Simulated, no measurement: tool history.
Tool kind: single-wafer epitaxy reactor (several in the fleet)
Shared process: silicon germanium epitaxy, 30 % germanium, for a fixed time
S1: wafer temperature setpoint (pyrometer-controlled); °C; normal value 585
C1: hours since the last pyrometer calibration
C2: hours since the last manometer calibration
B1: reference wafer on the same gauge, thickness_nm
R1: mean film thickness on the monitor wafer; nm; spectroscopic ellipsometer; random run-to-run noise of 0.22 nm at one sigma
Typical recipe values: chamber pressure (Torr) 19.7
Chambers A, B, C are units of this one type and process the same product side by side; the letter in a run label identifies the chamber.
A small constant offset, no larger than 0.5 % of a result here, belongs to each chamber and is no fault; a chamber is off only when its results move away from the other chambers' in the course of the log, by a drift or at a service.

run 1C hour=10.4 | S1=585 chamber_pressure_(Torr)=19.7 | C1=787.6 C2=1052.2 | B1=45.917 | R1=43.759
run 2B hour=21.3 | S1=585 chamber_pressure_(Torr)=19.7 | C1=654.0 C2=700.3 | B1=45.955 | R1=44.756
run 3A hour=30.7 | S1=585 chamber_pressure_(Torr)=19.7 | C1=1490.9 C2=1279.3 | B1=45.886 | R1=43.980
run 4C hour=36.8 | S1=585 chamber_pressure_(Torr)=19.7 | C1=814.0 C2=1078.6 | B1=45.861 | R1=44.620
run 5B hour=45.4 | S1=585 chamber_pressure_(Torr)=19.7 | C1=678.1 C2=724.4 | B1=45.900 | R1=44.116
run 6A hour=56.6 | S1=585 chamber_pressure_(Torr)=19.7 | C1=1516.8 C2=1305.2 | B1=45.880 | R1=44.252
-- hour=57.5 chamber C: capacitance manometer re-zeroed and calibrated
run 7A hour=67.0 | S1=585 chamber_pressure_(Torr)=15.0 | C1=1527.2 C2=1315.6 | B1=45.908 | R1=39.895
run 8C hour=76.5 | S1=585 chamber_pressure_(Torr)=15.0 | C1=853.7 C2=19.0 | B1=45.870 | R1=39.687
run 9B hour=83.3 | S1=585 chamber_pressure_(Torr)=15.0 | C1=716.0 C2=762.3 | B1=45.887 | R1=39.670
run 10A hour=94.0 | S1=585 chamber_pressure_(Torr)=19.7 | C1=1554.2 C2=1342.6 | B1=45.884 | R1=44.237
run 11C hour=99.3 | S1=585 chamber_pressure_(Torr)=19.7 | C1=876.5 C2=41.8 | B1=45.894 | R1=44.450
run 12B hour=104.6 | S1=585 chamber_pressure_(Torr)=19.7 | C1=737.3 C2=783.6 | B1=45.839 | R1=44.242
run 13C hour=113.5 | S1=585 chamber_pressure_(Torr)=19.7 | C1=890.7 C2=56.0 | B1=45.917 | R1=44.103
-- hour=120.8 chamber A: capacitance manometer re-zeroed and calibrated
run 14B hour=121.7 | S1=585 chamber_pressure_(Torr)=19.7 | C1=754.4 C2=800.7 | B1=45.908 | R1=44.238
run 15A hour=127.1 | S1=585 chamber_pressure_(Torr)=19.7 | C1=1587.3 C2=6.4 | B1=45.902 | R1=44.561
run 16C hour=133.6 | S1=585 chamber_pressure_(Torr)=19.7 | C1=910.8 C2=76.1 | B1=45.852 | R1=44.242
run 17A hour=140.0 | S1=585 chamber_pressure_(Torr)=19.7 | C1=1600.2 C2=19.3 | B1=45.840 | R1=44.417
run 18B hour=150.1 | S1=577 chamber_pressure_(Torr)=24.4 | C1=782.8 C2=829.1 | B1=45.874 | R1=41.374
run 19A hour=159.5 | S1=577 chamber_pressure_(Torr)=24.4 | C1=1619.7 C2=38.8 | B1=45.930 | R1=41.455
run 20C hour=167.4 | S1=577 chamber_pressure_(Torr)=24.4 | C1=944.6 C2=109.9 | B1=45.888 | R1=41.651
run 21B hour=177.9 | S1=585 chamber_pressure_(Torr)=19.7 | C1=810.6 C2=856.9 | B1=45.876 | R1=44.152
run 22A hour=189.8 | S1=585 chamber_pressure_(Torr)=19.7 | C1=1650.0 C2=69.1 | B1=45.892 | R1=44.881
run 23C hour=201.2 | S1=585 chamber_pressure_(Torr)=19.7 | C1=978.4 C2=143.7 | B1=45.878 | R1=44.000
run 24B hour=210.6 | S1=589 chamber_pressure_(Torr)=19.7 | C1=843.3 C2=889.6 | B1=45.942 | R1=47.752
run 25C hour=219.3 | S1=589 chamber_pressure_(Torr)=19.7 | C1=996.5 C2=161.8 | B1=45.931 | R1=47.422
run 26B hour=225.5 | S1=589 chamber_pressure_(Torr)=19.7 | C1=858.2 C2=904.5 | B1=45.912 | R1=47.856
run 27A hour=231.7 | S1=580 chamber_pressure_(Torr)=15.7 | C1=1691.9 C2=111.0 | B1=45.889 | R1=37.326
run 28B hour=243.2 | S1=580 chamber_pressure_(Torr)=15.7 | C1=875.9 C2=922.2 | B1=45.881 | R1=36.518
run 29A hour=249.8 | S1=580 chamber_pressure_(Torr)=15.7 | C1=1710.0 C2=129.1 | B1=45.922 | R1=37.493
run 30C hour=256.0 | S1=585 chamber_pressure_(Torr)=19.7 | C1=1033.2 C2=198.5 | B1=45.838 | R1=44.291
run 31B hour=264.6 | S1=585 chamber_pressure_(Torr)=19.7 | C1=897.3 C2=943.6 | B1=45.861 | R1=44.132
run 32C hour=272.6 | S1=596 chamber_pressure_(Torr)=15.1 | C1=1049.8 C2=215.1 | B1=45.883 | R1=48.607
run 33A hour=279.4 | S1=596 chamber_pressure_(Torr)=15.1 | C1=1739.6 C2=158.7 | B1=45.864 | R1=50.425
run 34A hour=289.7 | S1=596 chamber_pressure_(Torr)=15.1 | C1=1749.9 C2=169.0 | B1=45.897 | R1=50.376
run 35C hour=298.2 | S1=585 chamber_pressure_(Torr)=19.7 | C1=1075.4 C2=240.7 | B1=45.900 | R1=44.509
run 36B hour=310.1 | S1=585 chamber_pressure_(Torr)=19.7 | C1=942.8 C2=989.1 | B1=45.891 | R1=44.112
run 37A hour=320.1 | S1=585 chamber_pressure_(Torr)=22.2 | C1=1780.3 C2=199.4 | B1=45.931 | R1=47.444

For the next run the whole fleet of 3 chambers uses the same settings. Give each chamber's results:
run 38A hour=328.9 | S1=585 chamber_pressure_(Torr)=19.7 | R1=?
run 38B hour=328.9 | S1=585 chamber_pressure_(Torr)=19.7 | R1=?
run 38C hour=328.9 | S1=585 chamber_pressure_(Torr)=19.7 | R1=?

run=38A R1=45.721
run=38B R1=44.580
run=38C R1=44.475

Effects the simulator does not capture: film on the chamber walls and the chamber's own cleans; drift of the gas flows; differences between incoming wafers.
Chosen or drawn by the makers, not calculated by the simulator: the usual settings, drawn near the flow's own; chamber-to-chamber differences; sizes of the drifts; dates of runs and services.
